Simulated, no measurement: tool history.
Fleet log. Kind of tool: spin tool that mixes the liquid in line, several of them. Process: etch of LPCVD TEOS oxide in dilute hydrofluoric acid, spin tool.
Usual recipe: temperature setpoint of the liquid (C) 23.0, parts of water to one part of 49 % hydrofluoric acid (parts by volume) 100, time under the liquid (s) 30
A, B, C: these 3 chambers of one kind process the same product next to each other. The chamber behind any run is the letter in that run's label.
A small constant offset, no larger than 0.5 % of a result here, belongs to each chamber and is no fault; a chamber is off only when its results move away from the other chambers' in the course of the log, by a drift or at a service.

| run | hour | temperature setpoint of the liquid (C) | parts of water to one part of 49 % hydrofluoric acid (parts by volume) | time under the liquid (s) | hours since the thermometer was replaced | hours since the hydrofluoric acid flow meter was replaced | read-back film thickness of the LPCVD TEOS oxide reference wafer, read on the same gauge (nm) | thickness taken off the LPCVD TEOS oxide on a monitor wafer (Å) |
|---|---|---|---|---|---|---|---|---|
| 1B | 7.9 | 23.0 | 100 | 30 | 807.6 | 1298.4 | 49.993 | 81.533 |
| 2A | 18.5 | 23.0 | 100 | 30 | 2138.8 | 983.2 | 50.027 | 81.580 |
| 3C | 24.1 | 23.0 | 100 | 30 | 1216.7 | 375.0 | 49.943 | 83.488 |
| 4C | 32.3 | 23.0 | 100 | 30 | 1224.9 | 383.2 | 50.045 | 81.631 |
| 5A | 39.8 | 23.0 | 100 | 30 | 2160.1 | 1004.5 | 49.994 | 81.207 |
| 6B | 47.0 | 23.0 | 100 | 30 | 846.7 | 1337.5 | 49.974 | 84.172 |
| 7C | 53.1 | 20.5 | 70 | 30 | 1245.7 | 404.0 | 49.996 | 110.060 |
| 8A | 63.4 | 20.5 | 70 | 30 | 2183.7 | 1028.1 | 50.014 | 111.420 |
| 9B | 75.0 | 20.5 | 70 | 30 | 874.7 | 1365.5 | 49.983 | 111.360 |
|  | 76.3 | chamber B: hydrofluoric acid flow meter replaced |
| 10B | 86.4 | 23.0 | 100 | 30 | 886.1 | 10.2 | 50.067 | 83.286 |
| 11A | 92.9 | 23.0 | 100 | 30 | 2213.2 | 1057.6 | 49.986 | 81.783 |
| 12C | 103.8 | 23.0 | 100 | 30 | 1296.4 | 454.7 | 49.975 | 83.805 |
| 13A | 115.7 | 18.0 | 100 | 30 | 2236.0 | 1080.4 | 50.024 | 66.567 |
| 14C | 125.4 | 18.0 | 100 | 30 | 1318.0 | 476.3 | 49.974 | 69.747 |
| 15B | 138.0 | 18.0 | 100 | 30 | 937.7 | 61.8 | 49.977 | 67.919 |
|  | 140.1 | chamber A: thermometer replaced |
| 16C | 147.7 | 23.0 | 100 | 30 | 1340.3 | 498.6 | 50.004 | 87.020 |
| 17B | 154.5 | 23.0 | 100 | 30 | 954.2 | 78.3 | 50.033 | 83.109 |
| 18A | 164.9 | 23.0 | 100 | 30 | 24.8 | 1129.6 | 50.009 | 81.368 |
| 19A | 177.5 | 23.0 | 100 | 30 | 37.4 | 1142.2 | 49.975 | 82.321 |
| 20B | 184.9 | 23.0 | 100 | 30 | 984.6 | 108.7 | 49.986 | 82.193 |
| 21C | 191.4 | 23.0 | 70 | 15 | 1384.0 | 542.3 | 50.030 | 65.465 |
| 22B | 203.7 | 23.0 | 70 | 15 | 1003.4 | 127.5 | 50.048 | 61.206 |
| 23A | 214.2 | 23.0 | 70 | 15 | 74.1 | 1178.9 | 49.991 | 61.757 |
| 24C | 222.5 | 23.0 | 100 | 30 | 1415.1 | 573.4 | 49.963 | 89.080 |
| 25A | 232.1 | 23.0 | 100 | 30 | 92.0 | 1196.8 | 50.014 | 81.452 |
| 26C | 238.5 | 23.0 | 100 | 30 | 1431.1 | 589.4 | 49.989 | 90.135 |
| 27B | 247.1 | 23.0 | 100 | 30 | 1046.8 | 170.9 | 50.018 | 81.769 |
| 28B | 253.7 | 23.0 | 100 | 30 | 1053.4 | 177.5 | 49.967 | 81.817 |
| 29C | 260.7 | 23.0 | 100 | 30 | 1453.3 | 611.6 | 50.013 | 90.508 |
| 30A | 269.6 | 23.0 | 100 | 30 | 129.5 | 1234.3 | 49.968 | 83.409 |
| 31B | 277.7 | 23.0 | 100 | 15 | 1077.4 | 201.5 | 50.001 | 40.797 |
| 32A | 284.9 | 23.0 | 100 | 15 | 144.8 | 1249.6 | 50.003 | 41.807 |

Does one chamber stand apart from the rest, does the shared gauge drift, or is all well apart from small per-chamber offsets? Give the chamber and the most likely cause, where there is one.

One chamber, C, drifts off from the rest bit by bit.
Most likely cause: hydrofluoric acid flow above the setpoint (%) = 10.7.
From this log alone, it may not be told apart from: liquid hotter than its thermometer reads (K).

Which of the 4 candidates below, each the usual settings with something changed and its results left as question marks, puts chamber C back in line with what the other chambers give on the usual settings?
In line here means within this much of the mean the other chambers give on the usual settings: thickness taken off the LPCVD TEOS oxide on a monitor wafer (Å) 2.500
| 33C-1 | 293.9 | 23.0 | 105 | 30 |  |  |  | ? |
| 33C-2 | 293.9 | 23.0 | 90 | 30 |  |  |  | ? |
| 33C-3 | 293.9 | 22.5 | 110 | 30 |  |  |  | ? |
| 33C-4 | 293.9 | 24.5 | 100 | 30 |  |  |  | ? |

The other chambers' mean on the usual settings: thickness taken off the LPCVD TEOS oxide on a monitor wafer (Å) 82.443
| run | thickness taken off the LPCVD TEOS oxide on a monitor wafer (Å) |
|---|---|
| 33C-1 | 88.068 |
| 33C-2 | 104.560 |
| 33C-3 | 81.931 |
| 33C-4 | 98.713 |
With 33C-3, the chamber falls back in line with the rest.
